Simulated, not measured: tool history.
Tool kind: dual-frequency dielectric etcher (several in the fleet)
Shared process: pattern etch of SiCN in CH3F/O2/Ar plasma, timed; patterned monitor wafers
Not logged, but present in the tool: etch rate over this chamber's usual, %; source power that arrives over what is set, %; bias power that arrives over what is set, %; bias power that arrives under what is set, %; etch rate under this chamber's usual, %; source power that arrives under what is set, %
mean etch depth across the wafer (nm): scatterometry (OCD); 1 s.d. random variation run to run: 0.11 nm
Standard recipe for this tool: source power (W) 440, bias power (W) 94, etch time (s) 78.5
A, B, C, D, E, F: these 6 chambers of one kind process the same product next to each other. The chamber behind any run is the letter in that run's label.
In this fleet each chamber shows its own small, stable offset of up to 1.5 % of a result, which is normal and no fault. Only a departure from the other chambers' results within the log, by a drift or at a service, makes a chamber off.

| run | hour | source power (W) | bias power (W) | etch time (s) | hours since the last wet clean | hours since the last source power generator calibration | hours since the last bias power generator calibration | read-back reference wafer on the same gauge, depth_nm | mean etch depth across the wafer (nm) |
|---|---|---|---|---|---|---|---|---|---|
| 1B | 6.3 | 440 | 94 | 78.5 | 409.2 | 3161.8 | 3363.9 | 30.128 | 33.269 |
| 2E | 13.1 | 440 | 94 | 78.5 | 408.9 | 2178.4 | 2955.9 | 30.101 | 33.606 |
|  | 14.9 | chamber B: wet clean of the chamber |
| 3D | 21.1 | 440 | 94 | 78.5 | 246.7 | 536.5 | 2577.1 | 30.106 | 33.559 |
| 4A | 28.2 | 440 | 94 | 78.5 | 87.6 | 3322.5 | 2546.8 | 30.093 | 33.591 |
| 5F | 38.9 | 440 | 94 | 78.5 | 405.8 | 880.9 | 139.9 | 30.097 | 34.04 |
| 6C | 53.3 | 440 | 94 | 78.5 | 279.9 | 179.3 | 801 | 30.115 | 33.691 |
| 7C | 62.1 | 440 | 94 | 78.5 | 288.7 | 188.1 | 809.8 | 30.118 | 33.76 |
| 8B | 75.3 | 440 | 94 | 78.5 | 60.5 | 3230.8 | 3432.9 | 30.072 | 33.174 |
|  | 77.5 | chamber F: wet clean of the chamber |
| 9F | 89.5 | 440 | 94 | 78.5 | 12.1 | 931.5 | 190.5 | 30.084 | 33.8 |
| 10E | 102.4 | 440 | 94 | 78.5 | 498.2 | 2267.7 | 3045.2 | 30.064 | 33.737 |
| 11D | 108.6 | 440 | 94 | 61 | 334.2 | 624 | 2664.6 | 30.122 | 26.049 |
| 12A | 115.5 | 440 | 94 | 61 | 174.9 | 3409.8 | 2634.1 | 30.113 | 25.974 |
|  | 121.7 | chamber D: wet clean of the chamber |
| 13D | 126.9 | 440 | 94 | 61 | 5.2 | 642.3 | 2682.9 | 30.073 | 26.097 |
| 14C | 133.6 | 440 | 94 | 61 | 360.2 | 259.6 | 881.3 | 30.14 | 26.213 |
| 15F | 146.8 | 440 | 94 | 61 | 69.4 | 988.8 | 247.8 | 30.097 | 26.383 |
| 16E | 156.5 | 440 | 94 | 61 | 552.3 | 2321.8 | 3099.3 | 30.086 | 26.382 |
| 17A | 170.9 | 440 | 112 | 98 | 230.3 | 3465.2 | 2689.5 | 30.116 | 44.915 |
| 18B | 179.2 | 440 | 112 | 98 | 164.4 | 3334.7 | 3536.8 | 30.08 | 44.226 |
| 19B | 190.6 | 440 | 112 | 98 | 175.8 | 3346.1 | 3548.2 | 30.101 | 44.465 |
| 20D | 198.7 | 440 | 112 | 98 | 77 | 714.1 | 2754.7 | 30.107 | 44.631 |
| 21C | 212.2 | 440 | 112 | 98 | 438.8 | 338.2 | 959.9 | 30.093 | 45.167 |
|  | 214.6 | chamber E: bias power generator calibrated |
| 22E | 225.2 | 440 | 112 | 98 | 621 | 2390.5 | 10.6 | 30.097 | 44.81 |
| 23F | 238 | 440 | 94 | 78.5 | 160.6 | 1080 | 339 | 30.1 | 33.883 |
| 24A | 245.9 | 440 | 94 | 78.5 | 305.3 | 3540.2 | 2764.5 | 30.081 | 33.458 |
|  | 251.6 | chamber B: bias power generator calibrated |
| 25A | 255.9 | 440 | 94 | 78.5 | 315.3 | 3550.2 | 2774.5 | 30.086 | 33.665 |
| 26D | 262.3 | 440 | 94 | 78.5 | 140.6 | 777.7 | 2818.3 | 30.113 | 33.756 |
|  | 269.2 | chamber E: wet clean of the chamber |
| 27B | 276.2 | 440 | 94 | 98.5 | 261.4 | 3431.7 | 24.7 | 30.073 | 41.732 |
| 28F | 284.1 | 440 | 94 | 98.5 | 206.7 | 1126.1 | 385.1 | 30.111 | 42.417 |
| 29E | 293.3 | 440 | 94 | 98.5 | 24.2 | 2458.6 | 78.7 | 30.074 | 44.347 |
| 30C | 301.3 | 440 | 94 | 98.5 | 527.9 | 427.3 | 1049 | 30.082 | 42.368 |
| 31E | 308 | 440 | 94 | 98.5 | 38.9 | 2473.3 | 93.4 | 30.097 | 44.192 |
| 32C | 317.4 | 440 | 94 | 98.5 | 544 | 443.4 | 1065.1 | 30.088 | 42.342 |
| 33F | 330.4 | 440 | 94 | 78.5 | 253 | 1172.4 | 431.4 | 30.107 | 34.035 |
| 34A | 340.6 | 440 | 94 | 78.5 | 400 | 3634.9 | 2859.2 | 30.115 | 33.617 |
| 35D | 350.7 | 440 | 94 | 78.5 | 229 | 866.1 | 2906.7 | 30.117 | 33.663 |
| 36B | 362.4 | 440 | 94 | 78.5 | 347.6 | 3517.9 | 110.9 | 30.071 | 33.307 |
|  | 368.4 | chamber E: source power generator calibrated |
| 37E | 370 | 440 | 94 | 78.5 | 100.9 | 1.7 | 155.4 | 30.082 | 35.065 |
| 38D | 377.2 | 440 | 94 | 78.5 | 255.5 | 892.6 | 2933.2 | 30.079 | 33.459 |
| 39A | 387 | 440 | 94 | 78.5 | 446.4 | 3681.3 | 2905.6 | 30.116 | 33.455 |
|  | 392.4 | chamber B: wet clean of the chamber |
| 40C | 397.9 | 440 | 94 | 78.5 | 624.5 | 523.9 | 1145.6 | 30.099 | 33.782 |
| 41B | 406.3 | 440 | 94 | 78.5 | 13.9 | 3561.8 | 154.8 | 30.084 | 33.241 |
| 42F | 417 | 440 | 94 | 78.5 | 339.6 | 1259 | 518 | 30.067 | 33.688 |
| 43E | 425.9 | 440 | 80 | 95.5 | 156.8 | 57.6 | 211.3 | 30.104 | 40.294 |
| 44F | 432.4 | 440 | 80 | 95.5 | 355 | 1274.4 | 533.4 | 30.106 | 38.806 |

All chambers now run identical settings, listed one chamber a line with results as question marks. What results will each chamber show?
| 45A | 442.8 | 440 | 94 | 78.5 |  |  |  |  | ? |
| 45B | 442.8 | 440 | 94 | 78.5 |  |  |  |  | ? |
| 45C | 442.8 | 440 | 94 | 78.5 |  |  |  |  | ? |
| 45D | 442.8 | 440 | 94 | 78.5 |  |  |  |  | ? |
| 45E | 442.8 | 440 | 94 | 78.5 |  |  |  |  | ? |
| 45F | 442.8 | 440 | 94 | 78.5 |  |  |  |  | ? |

| run | mean etch depth across the wafer (nm) |
|---|---|
| 45A | 33.691 |
| 45B | 33.517 |
| 45C | 33.741 |
| 45D | 33.469 |
| 45E | 35.333 |
| 45F | 34.105 |
